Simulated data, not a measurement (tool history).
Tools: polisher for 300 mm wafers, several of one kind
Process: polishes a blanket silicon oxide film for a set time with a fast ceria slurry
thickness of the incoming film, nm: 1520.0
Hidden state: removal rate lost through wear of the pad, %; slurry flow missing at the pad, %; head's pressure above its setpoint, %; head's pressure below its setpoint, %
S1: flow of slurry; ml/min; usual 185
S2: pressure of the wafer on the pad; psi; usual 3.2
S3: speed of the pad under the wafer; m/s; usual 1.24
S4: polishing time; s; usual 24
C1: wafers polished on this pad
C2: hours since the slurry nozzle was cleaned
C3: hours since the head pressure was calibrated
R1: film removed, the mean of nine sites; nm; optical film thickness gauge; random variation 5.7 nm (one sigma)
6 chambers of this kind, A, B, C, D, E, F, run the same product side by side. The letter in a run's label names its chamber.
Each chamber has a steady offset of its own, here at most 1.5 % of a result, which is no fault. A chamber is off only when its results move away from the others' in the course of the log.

run    day   S1   S2    S3  S4    C1     C2     C3      R1
 1F  0.225  185  3.2  1.24  24   635  326.6  132.2  460.17
 2B   0.35  185  3.2  1.24  24   414  137.9   53.1   471.3
     0.575  -- chamber D: slurry nozzle cleaned
 3D  0.596  185  3.2  1.24  24  1043    0.6  419.7  471.75
     0.621  -- chamber E: worn pad replaced by a new one
     0.771  -- chamber C: head pressure recalibrated
 4C  0.821  185  3.2  1.24  24   430  608.8    1.2  449.49
     0.908  -- chamber A: worn pad replaced by a new one
     0.921  -- chamber F: worn pad replaced by a new one
 5E      1  185  3.2  1.24  24    96   35.5  204.5  477.28
 6A   1.25  185  3.2  1.24  24    86  491.6  892.5  466.51
     1.296  -- chamber D: worn pad replaced by a new one
 7E  1.529  185  3.2  1.24  24   229   48.2  217.2  469.98
 8B  1.725  185  3.2  1.24  24   761  170.9   86.1  463.79
 9F  1.996  185  3.2  1.24  24   271  369.1  174.7  464.56
10A  2.192  185  3.2  1.24  24   323  514.2  915.1  462.29
11C  2.417  185  3.2  1.24  24   832  647.1   39.5  445.94
12D  2.558  185  3.2  1.24  24   318   47.7  466.8  469.67
     2.708  -- chamber C: slurry nozzle cleaned
13E  2.775  185  3.2  1.24  17   542   78.1  247.1  336.77
     2.921  -- chamber A: head pressure recalibrated
14C  3.029  185  3.2  1.24  17   986    7.8   54.2  316.94
15A  3.171  185  3.2  1.24  17   570  537.7    6.1  333.69
16F    3.3  185  3.2  1.24  17   599  400.4    206  325.73
17D  3.504  185  3.2  1.24  17   556   70.4  489.5  330.65
     3.554  -- chamber F: worn pad replaced by a new one
     3.629  -- chamber A: worn pad replaced by a new one
18B  3.688  185  3.2  1.24  17  1255    218  133.2  338.33
     3.704  -- chamber B: worn pad replaced by a new one
19C   3.85  185  3.2  1.24  24  1192   27.5   73.9  448.19
20E  3.979  185  3.2  1.24  24   846    107    276  471.86
21F  4.175  185  3.2  1.24  24   157  421.4    227  475.42
22B  4.429  185  3.2  1.24  24   183  235.8    151  460.57
     4.558  -- chamber E: worn pad replaced by a new one
23A   4.65  235  3.7  1.24  24   257  573.2   41.6  552.86
24D  4.912  235  3.7  1.24  24   911  104.2  523.3  564.12
25E  5.162  235  3.7  1.24  24   152  135.4  304.4  560.33
26F  5.358  235  3.7  1.24  24   454  449.8  255.4  558.75
27D  5.483  235  3.7  1.24  24  1055  117.9    537  551.13
28B  5.762  235  3.7  1.24  24   519  267.8    183  566.85
29A  5.888  185  3.2  1.24  24   569  602.9   71.3  471.77
30C  6.071  185  3.2  1.24  24  1752   80.8  127.2  438.85
     6.138  -- chamber D: worn pad replaced by a new one
31B  6.275  185  3.2  1.24  24   648  280.1  195.3  469.98
32D  6.479  125  3.9  1.24  24    86  141.8  560.9   537.8
     6.625  -- chamber F: worn pad replaced by a new one
33C  6.642  125  3.9  1.24  24  1895   94.5  140.9   491.1
     6.775  -- chamber A: worn pad replaced by a new one
34A  6.879  125  3.9  1.24  24    26  626.7   95.1  526.34
35E  7.067  125  3.9  1.24  24   631  181.1  350.1  541.24
36F  7.279  125  3.9  1.24  24   165  495.9  301.5  529.06
37D   7.45  125  3.9  1.24  24   331  165.1  584.2  532.63
38C  7.638  185  3.2  1.24  24  2146  118.4  164.8   425.2
39F  7.846  185  3.2  1.24  24   308  509.5  315.1   456.4
     7.888  -- chamber E: worn pad replaced by a new one
40E  8.108  185  3.2  1.24  24    55  206.1  375.1  465.97

All 6 chambers run these settings next. Forecast each chamber's results:
41A  8.308  185  3.2  1.24  24               ?
41B  8.308  185  3.2  1.24  24               ?
41C  8.308  185  3.2  1.24  24               ?
41D  8.308  185  3.2  1.24  24               ?
41E  8.308  185  3.2  1.24  24               ?
41F  8.308  185  3.2  1.24  24               ?

run      R1
41A  458.54
41B  472.63
41C  427.88
41D  470.49
41E  467.74
41F  462.18
